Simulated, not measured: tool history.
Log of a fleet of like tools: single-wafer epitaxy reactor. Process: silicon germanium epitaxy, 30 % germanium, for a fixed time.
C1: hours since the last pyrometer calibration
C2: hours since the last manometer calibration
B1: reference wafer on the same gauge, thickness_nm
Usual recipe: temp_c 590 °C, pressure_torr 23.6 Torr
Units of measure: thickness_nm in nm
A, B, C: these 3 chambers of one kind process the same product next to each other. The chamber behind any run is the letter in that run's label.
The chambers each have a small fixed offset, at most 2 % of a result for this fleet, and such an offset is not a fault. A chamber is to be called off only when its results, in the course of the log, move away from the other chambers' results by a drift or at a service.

{"day": 0.258, "done": "chamber A: capacitance manometer re-zeroed and calibrated"}
{"run": "1A", "day": 0.408, "temp_c": 590, "pressure_torr": 23.6, "C1": 489.4, "C2": 3.7, "B1": 45.944, "thickness_nm": 52.216}
{"run": "2C", "day": 0.904, "temp_c": 590, "pressure_torr": 23.6, "C1": 401.1, "C2": 698.8, "B1": 45.979, "thickness_nm": 52.939}
{"run": "3B", "day": 1.404, "temp_c": 590, "pressure_torr": 23.6, "C1": 133.4, "C2": 2137.6, "B1": 45.938, "thickness_nm": 52.7}
{"run": "4A", "day": 1.704, "temp_c": 590, "pressure_torr": 23.6, "C1": 520.5, "C2": 34.8, "B1": 45.974, "thickness_nm": 51.685}
{"run": "5C", "day": 2.158, "temp_c": 590, "pressure_torr": 23.6, "C1": 431.2, "C2": 728.9, "B1": 46.001, "thickness_nm": 53.488}
{"run": "6B", "day": 2.629, "temp_c": 590, "pressure_torr": 23.6, "C1": 162.8, "C2": 2167, "B1": 45.923, "thickness_nm": 52.706}
{"run": "7B", "day": 3.046, "temp_c": 590, "pressure_torr": 23.6, "C1": 172.8, "C2": 2177, "B1": 46.015, "thickness_nm": 52.627}
{"run": "8A", "day": 3.388, "temp_c": 590, "pressure_torr": 23.6, "C1": 560.9, "C2": 75.2, "B1": 46.049, "thickness_nm": 52.375}
{"run": "9C", "day": 3.758, "temp_c": 590, "pressure_torr": 23.6, "C1": 469.6, "C2": 767.3, "B1": 46.003, "thickness_nm": 53.589}
{"run": "10C", "day": 4.096, "temp_c": 590, "pressure_torr": 23.6, "C1": 477.7, "C2": 775.4, "B1": 45.949, "thickness_nm": 53.53}
{"run": "11B", "day": 4.321, "temp_c": 590, "pressure_torr": 23.6, "C1": 203.4, "C2": 2207.6, "B1": 45.941, "thickness_nm": 52.848}
{"run": "12A", "day": 4.617, "temp_c": 590, "pressure_torr": 23.6, "C1": 590.4, "C2": 104.7, "B1": 46.007, "thickness_nm": 52.022}
{"run": "13B", "day": 5.012, "temp_c": 590, "pressure_torr": 23.6, "C1": 220, "C2": 2224.2, "B1": 45.937, "thickness_nm": 52.5}
{"run": "14C", "day": 5.333, "temp_c": 590, "pressure_torr": 23.6, "C1": 507.4, "C2": 805.1, "B1": 46.019, "thickness_nm": 54.368}
{"run": "15A", "day": 5.742, "temp_c": 590, "pressure_torr": 23.6, "C1": 617.4, "C2": 131.7, "B1": 46.058, "thickness_nm": 51.763}
{"run": "16C", "day": 6.054, "temp_c": 590, "pressure_torr": 20.8, "C1": 524.7, "C2": 822.4, "B1": 46.036, "thickness_nm": 52.564}
{"run": "17B", "day": 6.442, "temp_c": 590, "pressure_torr": 20.8, "C1": 254.3, "C2": 2258.5, "B1": 46.008, "thickness_nm": 49.91}
{"run": "18A", "day": 6.933, "temp_c": 590, "pressure_torr": 20.8, "C1": 646, "C2": 160.3, "B1": 45.947, "thickness_nm": 49.081}
{"run": "19A", "day": 7.242, "temp_c": 590, "pressure_torr": 23.6, "C1": 653.4, "C2": 167.7, "B1": 45.984, "thickness_nm": 51.635}
{"run": "20C", "day": 7.746, "temp_c": 590, "pressure_torr": 23.6, "C1": 565.3, "C2": 863, "B1": 45.99, "thickness_nm": 55.639}
{"run": "21B", "day": 7.988, "temp_c": 590, "pressure_torr": 23.6, "C1": 291.4, "C2": 2295.6, "B1": 46.001, "thickness_nm": 52.218}
{"run": "22C", "day": 8.25, "temp_c": 590, "pressure_torr": 23.6, "C1": 577.4, "C2": 875.1, "B1": 45.985, "thickness_nm": 55.475}
{"run": "23A", "day": 8.621, "temp_c": 590, "pressure_torr": 23.6, "C1": 686.5, "C2": 200.8, "B1": 45.986, "thickness_nm": 52.453}
{"run": "24B", "day": 9.142, "temp_c": 590, "pressure_torr": 23.6, "C1": 319.1, "C2": 2323.3, "B1": 46.038, "thickness_nm": 52.614}

Has any chamber moved away from the others, gradually or after a service, or does the common gauge drift, or do the chambers differ only by their own small steady offsets? State the chamber and the most likely cause if one applies.

One chamber, C, drifts off from the rest bit by bit.
What lies behind it: wafer temperature above the value expected at the setpoint (K) = 3.54.

Below are 4 candidate recipes for chamber C's next run, each the usual settings with a change, their results shown as question marks. Which of them brings C's results back in line with what the other chambers give on the usual settings?
Allowed miss from the other chambers' usual-settings mean, per result, to count as in line: thickness_nm 0.89 nm
{"run": "25C-1", "day": 9.521, "temp_c": 592, "pressure_torr": 23.9, "thickness_nm": "?"}
{"run": "25C-2", "day": 9.521, "temp_c": 588, "pressure_torr": 23.3, "thickness_nm": "?"}
{"run": "25C-3", "day": 9.521, "temp_c": 594, "pressure_torr": 24.2, "thickness_nm": "?"}
{"run": "25C-4", "day": 9.521, "temp_c": 586, "pressure_torr": 23, "thickness_nm": "?"}

The mean the other chambers reach with the usual settings: thickness_nm 52.11 nm
run=25C-1 thickness_nm=59.2
run=25C-2 thickness_nm=54.47
run=25C-3 thickness_nm=61.696
run=25C-4 thickness_nm=52.23
Change 25C-4 lands the chamber within the allowed miss of the other chambers.
